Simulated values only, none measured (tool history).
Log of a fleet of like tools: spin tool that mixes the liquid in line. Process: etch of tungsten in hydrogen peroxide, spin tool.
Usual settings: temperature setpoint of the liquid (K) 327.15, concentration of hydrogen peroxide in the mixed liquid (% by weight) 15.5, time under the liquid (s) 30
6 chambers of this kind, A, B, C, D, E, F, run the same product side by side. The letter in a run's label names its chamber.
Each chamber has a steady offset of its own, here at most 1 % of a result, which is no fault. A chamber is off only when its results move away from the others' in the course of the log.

run     day  temperature setpoint of the liquid (K)  concentration of hydrogen peroxide in the mixed liquid (% by weight)  time under the liquid (s)  hours since the thermometer was replaced  hours since the peroxide flow meter was replaced  hours since the heated supply line was repaired  hours since the drum of peroxide was connected  read-back film thickness of the tungsten reference wafer, read on the same gauge (nm)  thickness taken off the tungsten on a monitor wafer (nm)
 1E   0.367                                  327.15                                                                  15.5                         30                                     304.4                                            1849.3                                           3561.9                                          1160.7                                                                                 80.048                                                    76.900
 2A   0.679                                  327.15                                                                  15.5                         30                                     394.1                                            1182.9                                           1454.9                                           238.3                                                                                 80.044                                                    78.161
      1.012  -- chamber D: thermometer replaced
 3D   1.029                                  327.15                                                                  15.5                         30                                       0.5                                            1770.6                                           2726.9                                           693.3                                                                                 80.001                                                    78.495
 4B   1.321                                  327.15                                                                  15.5                         30                                     135.2                                             443.9                                           1771.3                                           805.8                                                                                 80.047                                                    76.803
 5F   1.796                                  327.15                                                                  15.5                         30                                     873.0                                            1388.6                                           2417.6                                           767.8                                                                                 79.972                                                    75.960
 6C   2.067                                  327.15                                                                  15.5                         30                                     376.5                                             685.5                                           3215.8                                           678.3                                                                                 79.998                                                    79.189
 7C   2.496                                  327.15                                                                  15.5                         30                                     386.8                                             695.8                                           3226.1                                           688.6                                                                                 79.995                                                    78.234
 8D   2.871                                  327.15                                                                  15.5                         30                                      44.7                                            1814.8                                           2771.1                                           737.5                                                                                 79.958                                                    78.310
 9E   3.167                                  327.15                                                                  13.5                         30                                     371.6                                            1916.5                                           3629.1                                          1227.9                                                                                 79.969                                                    73.357
10B   3.633                                  327.15                                                                  13.5                         30                                     190.7                                             499.4                                           1826.8                                           861.3                                                                                 80.031                                                    72.188
11F   4.108                                  327.15                                                                  13.5                         30                                     928.5                                            1444.1                                           2473.1                                           823.3                                                                                 80.017                                                    72.521
12A   4.504                                  327.15                                                                  13.5                         30                                     485.9                                            1274.7                                           1546.7                                           330.1                                                                                 80.009                                                    72.372
      4.808  -- chamber F: thermometer replaced
13C   4.929                                  327.15                                                                  13.5                         30                                     445.2                                             754.2                                           3284.5                                           747.0                                                                                 80.027                                                    73.638
14F   5.267                                  327.15                                                                  13.5                         30                                      11.1                                            1471.9                                           2500.9                                           851.1                                                                                 80.004                                                    72.348
15A   5.529                                  327.15                                                                  15.5                         30                                     510.5                                            1299.3                                           1571.3                                           354.7                                                                                 79.982                                                    79.425
16D   5.792                                  327.15                                                                  15.5                         30                                     114.8                                            1884.9                                           2841.2                                           807.6                                                                                 80.001                                                    78.220
17E   6.004                                  327.15                                                                  15.5                         30                                     439.7                                            1984.6                                           3697.2                                          1296.0                                                                                 80.009                                                    77.360
      6.221  -- chamber D: new drum of peroxide connected
      6.404  -- chamber E: new drum of peroxide connected
18B   6.433                                  327.15                                                                  15.5                         20                                     257.9                                             566.6                                           1894.0                                           928.5                                                                                 80.000                                                    51.806
19D   6.762                                  327.15                                                                  15.5                         20                                     138.1                                            1908.2                                           2864.5                                            13.1                                                                                 79.950                                                    51.965
20A   7.096                                  327.15                                                                  15.5                         20                                     548.1                                            1336.9                                           1608.9                                           392.3                                                                                 79.997                                                    52.587
21B   7.575                                  327.15                                                                  15.5                         20                                     285.3                                             594.0                                           1921.4                                           955.9                                                                                 79.932                                                    51.973
22C   7.879                                  327.15                                                                  15.5                         20                                     516.0                                             825.0                                           3355.3                                           817.8                                                                                 79.981                                                    52.454
23F   8.104                                  327.15                                                                  15.5                         20                                      79.2                                            1540.0                                           2569.0                                           919.2                                                                                 79.992                                                    51.229
24E   8.492                                  327.15                                                                  15.5                         30                                     499.4                                            2044.3                                           3756.9                                            50.1                                                                                 80.039                                                    77.708
25B   8.875                                  327.15                                                                  15.5                         30                                     316.5                                             625.2                                           1952.6                                           987.1                                                                                 79.985                                                    77.366
26D   9.192                                  327.15                                                                  15.5                         30                                     196.4                                            1966.5                                           2922.8                                            71.4                                                                                 80.011                                                    77.101
27C   9.488                                  327.15                                                                  12.5                         20                                     554.6                                             863.6                                           3393.9                                           856.4                                                                                 80.014                                                    47.238
28A   9.762                                  327.15                                                                  12.5                         20                                     612.1                                            1400.9                                           1672.9                                           456.3                                                                                 80.024                                                    48.455
29F  10.092                                  327.15                                                                  12.5                         20                                     126.9                                            1587.7                                           2616.7                                           966.9                                                                                 80.032                                                    46.258
30E  10.517                                  327.15                                                                  12.5                         20                                     548.0                                            2092.9                                           3805.5                                            98.7                                                                                 79.955                                                    46.138
31C  10.871                                  327.15                                                                  12.5                         20                                     587.8                                             896.8                                           3427.1                                           889.6                                                                                 79.955                                                    46.995
32B  11.238                                  327.15                                                                  12.5                         20                                     373.2                                             681.9                                           2009.3                                          1043.8                                                                                 79.956                                                    46.867
     11.342  -- chamber F: new drum of peroxide connected
33E  11.692                                  327.15                                                                  15.5                         30                                     576.2                                            2121.1                                           3833.7                                           126.9                                                                                 80.032                                                    77.057
34F  11.917                                  327.15                                                                  15.5                         30                                     170.7                                            1631.5                                           2660.5                                            13.9                                                                                 79.963                                                    78.240
35D  12.129                                  327.15                                                                  15.5                         30                                     266.9                                            2037.0                                           2993.3                                           141.9                                                                                 80.019                                                    78.219
36A  12.450                                  327.15                                                                  15.5                         30                                     676.6                                            1465.4                                           1737.4                                           520.8                                                                                 79.995                                                    80.191
     12.583  -- chamber C: new drum of peroxide connected
37F  12.896                                  327.15                                                                  15.5                         30                                     194.2                                            1655.0                                           2684.0                                            37.4                                                                                 80.005                                                    77.594
38C  13.317                                  327.15                                                                  15.5                         30                                     646.5                                             955.5                                           3485.8                                            17.7                                                                                 79.993                                                    79.503
39B  13.546                                  327.15                                                                  15.5                         30                                     428.6                                             737.3                                           2064.7                                          1099.2                                                                                 80.019                                                    77.773
40E  13.888                                  327.15                                                                  15.5                         30                                     628.9                                            2173.8                                           3886.4                                           179.6                                                                                 80.056                                                    78.090
41A  14.117                                  321.65                                                                  15.5                         15                                     716.6                                            1505.4                                           1777.4                                           560.8                                                                                 79.974                                                    29.151
42D  14.525                                  321.65                                                                  15.5                         15                                     324.4                                            2094.5                                           3050.8                                           199.4                                                                                 80.018                                                    28.167
43F  14.733                                  321.65                                                                  15.5                         15                                     238.3                                            1699.1                                           2728.1                                            81.5                                                                                 80.026                                                    28.351
44B  15.212                                  321.65                                                                  15.5                         15                                     468.6                                             777.3                                           2104.7                                          1139.2                                                                                 80.038                                                    27.854

All 6 chambers run these settings next. Forecast each chamber's results:
45A  15.554                                  327.15                                                                  15.5                         30                                                                                                                                                                                                                                                                                                                                             ?
45B  15.554                                  327.15                                                                  15.5                         30                                                                                                                                                                                                                                                                                                                                             ?
45C  15.554                                  327.15                                                                  15.5                         30                                                                                                                                                                                                                                                                                                                                             ?
45D  15.554                                  327.15                                                                  15.5                         30                                                                                                                                                                                                                                                                                                                                             ?
45E  15.554                                  327.15                                                                  15.5                         30                                                                                                                                                                                                                                                                                                                                             ?
45F  15.554                                  327.15                                                                  15.5                         30                                                                                                                                                                                                                                                                                                                                             ?

run  thickness taken off the tungsten on a monitor wafer (nm)
45A                                                    81.971
45B                                                    78.431
45C                                                    79.141
45D                                                    78.830
45E                                                    78.172
45F                                                    77.616
